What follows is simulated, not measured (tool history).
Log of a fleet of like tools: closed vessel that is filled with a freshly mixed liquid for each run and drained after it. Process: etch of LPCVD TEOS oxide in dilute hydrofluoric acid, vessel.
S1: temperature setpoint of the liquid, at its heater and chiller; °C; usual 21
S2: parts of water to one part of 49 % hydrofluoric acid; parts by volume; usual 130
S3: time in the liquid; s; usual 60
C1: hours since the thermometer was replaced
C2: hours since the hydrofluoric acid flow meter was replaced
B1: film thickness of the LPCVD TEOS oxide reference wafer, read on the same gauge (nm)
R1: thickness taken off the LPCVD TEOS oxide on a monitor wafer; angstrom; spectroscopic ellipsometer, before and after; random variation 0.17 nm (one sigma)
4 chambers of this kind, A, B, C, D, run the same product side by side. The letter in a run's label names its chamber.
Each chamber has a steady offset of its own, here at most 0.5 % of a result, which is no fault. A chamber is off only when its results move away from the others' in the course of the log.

run   hour  S1   S2  S3      C1      C2      B1      R1
 1D   12.8  21  130  60   737.4   375.6  40.016  221.57
 2C   19.4  21  130  60   760.1   989.7  39.996  221.59
 3B   31.5  21  130  60   305.8   495.5  40.014  223.08
 4A   38.1  21  130  60  1695.6   278.7  39.985  220.24
 5C     51  21  130  60   791.7  1021.3  39.996  222.49
 6A   59.1  21  130  60  1716.6   299.7  40.011   221.8
 7D   66.8  21  130  60   791.4   429.6  40.004  221.08
 8B   78.1  21  130  60   352.4   542.1  39.988  220.43
      83.7  -- chamber D: thermometer replaced
 9D   84.9  18  130  60     1.3   447.7  39.987  197.12
10B   95.3  18  130  60   369.6   559.3  40.016  197.68
11A  103.8  18  130  60  1761.3   344.4  40.023  194.07
12C    113  18  130  60   853.7  1083.3  40.001  193.53
13D  118.8  21   95  75    35.2   481.6  39.986  385.65
14B  126.7  21   95  75     401   590.7  39.955  388.68
15A  137.4  21   95  75  1794.9     378  40.002  390.63
16C  149.6  21   95  75   890.3  1119.9  39.981  390.63
17B  155.6  21  130  60   429.9   619.6  40.017  215.12
18C  164.9  21  130  60   905.6  1135.2  40.001   219.7
19D  175.8  21  130  60    92.2   538.6  40.026  219.49
20A  181.8  21  130  60  1839.3   422.4   39.99  222.68
21C  189.4  21  130  60   930.1  1159.7  40.008  221.29
22A  201.9  21  130  60  1859.4   442.5   40.03  221.84
23B  209.9  19  155  60   484.2   673.9  40.028  160.49
24D  217.8  19  155  60   134.2   580.6  39.983  168.16

All 4 chambers run these settings next. Forecast each chamber's results:
25A  227.1  21  130  60               ?
25B  227.1  21  130  60               ?
25C  227.1  21  130  60               ?
25D  227.1  21  130  60               ?

run      R1
25A  221.57
25B  207.65
25C  221.95
25D  220.61
